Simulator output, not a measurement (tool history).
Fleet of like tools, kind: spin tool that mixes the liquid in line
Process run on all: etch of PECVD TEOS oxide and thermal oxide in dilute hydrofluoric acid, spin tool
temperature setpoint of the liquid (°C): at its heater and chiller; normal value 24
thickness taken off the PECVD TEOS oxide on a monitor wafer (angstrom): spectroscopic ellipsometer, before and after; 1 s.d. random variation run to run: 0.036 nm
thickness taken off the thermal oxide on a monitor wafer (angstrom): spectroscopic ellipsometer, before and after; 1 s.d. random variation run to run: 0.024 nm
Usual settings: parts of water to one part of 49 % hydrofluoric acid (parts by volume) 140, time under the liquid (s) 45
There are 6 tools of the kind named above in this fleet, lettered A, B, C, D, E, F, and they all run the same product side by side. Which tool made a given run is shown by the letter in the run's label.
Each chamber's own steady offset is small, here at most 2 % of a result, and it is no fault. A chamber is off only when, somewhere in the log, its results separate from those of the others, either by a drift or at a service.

run	hour	temperature setpoint of the liquid (°C)	parts of water to one part of 49 % hydrofluoric acid (parts by volume)	time under the liquid (s)	read-back film thickness of the PECVD TEOS oxide reference wafer, read on the same gauge (nm)	read-back film thickness of the thermal oxide reference wafer, read on the same gauge (nm)	thickness taken off the PECVD TEOS oxide on a monitor wafer (angstrom)	thickness taken off the thermal oxide on a monitor wafer (angstrom)
1C	5.7	24	140	45	30.016	139.95	84.79	14.678
2F	11.8	24	140	45	30.011	140.02	85.703	14.768
3E	20.7	24	140	45	29.984	139.98	84.823	15.425
4D	30	24	140	45	30.038	139.97	84.822	14.701
5A	39	24	140	45	29.999	140.04	85.701	14.673
6B	49.3	24	140	45	29.996	139.99	85.89	14.381
7B	53.8	24	140	45	30.018	140.03	85.494	14.648
8A	60.4	24	140	45	29.985	139.99	86.138	14.641
9C	65	24	140	45	29.991	139.97	84.286	14.33
10F	72.3	26	80	45	29.978	140.01	174.41	29.092
11D	79.1	26	80	45	30.009	139.99	173.73	29.394
12E	89	26	80	45	30.027	140.01	172.3	31.032
13A	97.5	26	80	45	30.029	139.97	174.77	30.753
14D	103.9	26	80	45	30.001	139.99	173.58	29.6
# hour 109.6: chamber D: thermometer replaced
15E	109.7	26	80	45	29.993	140.03	172.3	30.633
16B	118.1	24	140	45	29.988	140.03	86.102	14.484
17F	127.5	24	140	45	29.957	140	86.15	14.589
18C	133.7	24	140	45	29.998	140.01	84.886	14.151
19C	138.8	24	140	45	30	139.97	84.78	14.518
20A	144.8	27.5	140	45	30.018	140.04	98.408	16.841
21D	152.9	27.5	140	45	29.983	140.01	97.129	16.516
# hour 156: chamber E: thermometer replaced
22E	159	27.5	140	45	29.988	139.98	96.736	17.08
23B	167	27.5	140	45	29.983	140.04	97.201	15.798
24F	176.2	27.5	140	45	30	139.98	97.414	16.351
25E	181.7	27.5	140	45	30.008	139.97	96.431	16.921
26F	189.6	21.5	140	45	29.986	139.99	77.423	12.954
27C	198.6	21.5	140	45	29.976	139.95	76.391	13.256
28D	206.9	21.5	140	45	29.989	139.99	77.29	13.402
29B	213.1	21.5	140	45	30.006	139.99	77.618	13.077
30A	222.9	21.5	140	45	30	140.04	77.603	13.333
# hour 228.5: chamber A: thermometer replaced
31F	231	21.5	140	45	30.003	140.04	78.51	13.159
32A	235.8	24	140	45	29.999	140.03	85.95	14.744
33C	243.7	24	100	30	29.978	140	83.618	14.484
34D	253.2	24	100	30	30.023	139.98	83.212	14.268
# hour 256.2: chamber C: hydrofluoric acid flow meter replaced
35B	262.2	24	100	30	30	140	84.156	14.482
36E	267.7	24	100	30	30.013	140.02	81.88	14.487
37C	277.4	24	100	30	29.993	140.05	83.443	14.418
# hour 283.6: chamber F: hydrofluoric acid flow meter replaced
38F	287.7	24	100	30	29.987	139.98	83.438	13.883
39B	293.9	24	140	45	30.037	140	85.486	14.701
40D	298.9	24	140	45	29.99	139.99	85.048	14.591
41E	309	24	140	45	30.006	140	84.907	14.591

The same settings go to every chamber for the next run, one line per chamber below. Forecast the results for each:
42A	316.4	24	140	45			?	?
42B	316.4	24	140	45			?	?
42C	316.4	24	140	45			?	?
42D	316.4	24	140	45			?	?
42E	316.4	24	140	45			?	?
42F	316.4	24	140	45			?	?

run	thickness taken off the PECVD TEOS oxide on a monitor wafer (angstrom)	thickness taken off the thermal oxide on a monitor wafer (angstrom)
42A	86.001	15.015
42B	84.714	14.418
42C	84.699	14.766
42D	85.518	14.514
42E	84.766	14.621
42F	86.004	14.48
